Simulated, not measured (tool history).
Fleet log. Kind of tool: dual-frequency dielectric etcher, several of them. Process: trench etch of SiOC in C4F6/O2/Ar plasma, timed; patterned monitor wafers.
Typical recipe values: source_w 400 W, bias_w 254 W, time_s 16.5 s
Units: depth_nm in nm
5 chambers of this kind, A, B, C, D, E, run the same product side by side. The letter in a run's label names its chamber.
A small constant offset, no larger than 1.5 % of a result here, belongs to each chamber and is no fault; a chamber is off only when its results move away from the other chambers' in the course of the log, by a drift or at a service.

run	hour	source_w	bias_w	time_s	read-back reference wafer on the same gauge, depth_nm	depth_nm
1A	6.2	400	254	16.5	41.907	38.484
2C	12.3	400	254	16.5	41.898	38.512
3D	16.6	400	254	16.5	41.908	38.671
4B	24.5	400	254	16.5	41.914	38.117
5E	29.4	400	254	16.5	41.923	38.782
6C	35.5	400	254	16.5	41.923	38.576
7B	44.1	400	254	12.5	41.928	28.886
8A	53.2	400	254	12.5	41.938	29.111
9D	57.7	400	254	12.5	41.937	29.285
10E	64.2	400	254	12.5	41.939	29.428
11B	68.7	400	254	12.5	41.947	28.919
# hour 68.8: chamber B: wet clean of the chamber
12C	74.2	400	254	16.5	41.949	38.536
13A	83.3	400	254	16.5	41.956	38.399
14D	91.3	400	254	16.5	41.949	38.698
15E	101	400	254	16.5	41.967	38.876
16C	108.2	360	254	16.5	41.976	37.03
17E	115.2	360	254	16.5	41.975	37.401
18A	120.2	360	254	16.5	41.978	37.06
19D	128.1	360	254	16.5	41.992	37.163
20B	136	360	254	16.5	41.989	36.705
21C	145	400	254	16.5	41.987	38.569
22B	152.8	400	254	16.5	42.006	38.184
# hour 157.6: chamber C: wet clean of the chamber
23E	162	400	254	16.5	42.004	38.973
# hour 165.5: chamber D: wet clean of the chamber
24A	170.4	450	254	16.5	42.007	40.231
25D	178	450	254	16.5	42.016	40.588
26E	182.6	450	254	16.5	42.02	40.798
27D	190.2	450	254	16.5	42.019	40.492
28B	198.7	450	254	16.5	42.032	39.893
29A	204.8	400	254	16.5	42.04	38.55
# hour 210.8: chamber E: wet clean of the chamber
30C	213.7	400	254	16.5	42.051	38.615
31B	219.1	400	254	16.5	42.043	38.198
32D	226.9	480	214	16.5	42.048	39.294
33C	231.3	480	214	16.5	42.04	39.132
34A	236.5	480	214	16.5	42.062	39.086
35E	242.5	480	214	16.5	42.062	39.5
# hour 249.2: chamber A: wet clean of the chamber
36B	251.5	480	214	16.5	42.074	38.768
37C	259.6	400	254	16.5	42.074	38.593
38A	266.5	400	254	16.5	42.085	38.64
39E	270.7	400	254	16.5	42.067	39.011

For the next run the whole fleet of 5 chambers uses the same settings. Give each chamber's results:
40A	277.6	400	254	16.5		?
40B	277.6	400	254	16.5		?
40C	277.6	400	254	16.5		?
40D	277.6	400	254	16.5		?
40E	277.6	400	254	16.5		?

run	depth_nm
40A	38.663
40B	38.326
40C	38.608
40D	38.846
40E	39.094
